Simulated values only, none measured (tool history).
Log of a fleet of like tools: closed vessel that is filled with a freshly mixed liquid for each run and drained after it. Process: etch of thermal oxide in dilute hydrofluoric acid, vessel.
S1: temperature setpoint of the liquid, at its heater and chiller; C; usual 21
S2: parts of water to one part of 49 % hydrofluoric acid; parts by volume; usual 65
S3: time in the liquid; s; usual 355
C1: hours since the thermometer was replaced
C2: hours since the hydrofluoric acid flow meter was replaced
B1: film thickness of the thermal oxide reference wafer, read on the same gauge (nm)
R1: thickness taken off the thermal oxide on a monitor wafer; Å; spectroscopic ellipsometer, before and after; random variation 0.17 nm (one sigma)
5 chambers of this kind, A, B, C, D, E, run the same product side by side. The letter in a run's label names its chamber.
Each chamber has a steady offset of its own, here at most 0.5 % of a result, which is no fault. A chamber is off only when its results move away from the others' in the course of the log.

run    day  S1  S2   S3      C1     C2      B1      R1
 1B  0.138  21  65  355   888.0   32.1  109.97  232.70
 2D  0.379  21  65  355   575.2  478.6  110.03  231.65
     0.508  -- chamber E: hydrofluoric acid flow meter replaced
 3A  0.571  21  65  355    49.5  783.6  109.99  233.96
 4E  0.738  21  65  355   501.7    5.6  110.00  232.77
 5C  0.925  21  65  355  1282.4  456.6  109.99  231.41
 6E  1.071  21  65  355   509.7   13.6  109.98  234.48
 7A  1.192  21  65  355    64.4  798.5  109.99  227.31
 8D  1.429  21  65  355   600.4  503.8  109.99  231.03
     1.546  -- chamber B: thermometer replaced
 9C  1.667  21  65  355  1300.2  474.4  110.01  230.28
10B  1.804  21  65  355     6.3   72.1  109.99  231.82
11A  2.046  21  65  355    84.9  819.0  110.01  229.23
12B  2.267  21  65  355    17.4   83.2  110.03  233.78
13D  2.458  21  65  355   625.1  528.5  110.00  239.34
14C  2.667  21  65  355  1324.2  498.4  109.99  230.33
15E  2.842  21  65  355   552.2   56.1  110.01  233.46
16D  2.954  24  45  355   637.0  540.4  109.98  400.76
17C  3.188  24  45  355  1336.7  510.9  110.02  382.32
18E  3.396  24  45  355   565.5   69.4  109.99  388.90
19B  3.508  24  45  355    47.2  113.0  110.00  387.47
20A  3.683  24  45  355   124.2  858.3  109.99  388.88
21A  3.838  21  65  355   127.9  862.0  109.99  234.79
22B  3.954  21  65  355    57.9  123.7  110.01  229.92
23D  4.079  21  65  475   664.0  567.4  110.01  319.29
24C  4.271  21  65  475  1362.7  536.9  109.98  305.30
25E  4.408  21  65  475   589.8   93.7  109.98  313.52
     4.588  -- chamber E: thermometer replaced
26A  4.604  21  65  475   146.3  880.4  110.01  310.34
27B  4.838  21  65  475    79.1  144.9  110.00  310.20
28D  4.979  21  65  355   685.6  589.0  110.01  242.72
29C  5.183  21  65  355  1384.6  558.8  110.00  230.14
30E  5.404  21  65  355    19.7  117.6  110.01  232.80
31B  5.542  21  65  355    96.0  161.8  110.00  234.82
32C  5.675  21  65  355  1396.4  570.6  110.02  234.19
33E  5.804  18  55  355    29.3  127.2  109.96  245.07
     5.821  -- chamber D: thermometer replaced
34D  5.992  18  55  355     4.1  613.3  109.98  256.14
35A  6.175  18  55  355   184.0  918.1  110.00  244.93
36D  6.362  18  55  355    13.0  622.2  109.99  256.94

What goes on in this fleet: one chamber off, a drifting gauge, or nothing beyond the chambers' own small offsets? Name the chamber and the cause, if any.

Chamber D drifts away from the others.
Cause: hydrofluoric acid flow above the setpoint (%) = 4.25.

Here are 4 candidates for chamber D's next run, each the usual settings with a change, their results left as question marks. Which one brings its results back in line with what the others give on the usual settings?
In line means no further than this from the other chambers' mean on the usual settings: R1 5.90 Å
37D-1  6.538  20.5  70  355               ?
37D-2  6.538  21.0  65  370               ?
37D-3  6.538  21.0  60  355               ?
37D-4  6.538  20.0  65  355               ?

The other chambers' mean on the usual settings: R1 232.09 Å
  run      R1
37D-1  220.03
37D-2  253.79
37D-3  265.65
37D-4  233.60
37D-4 brings the chamber back in line.
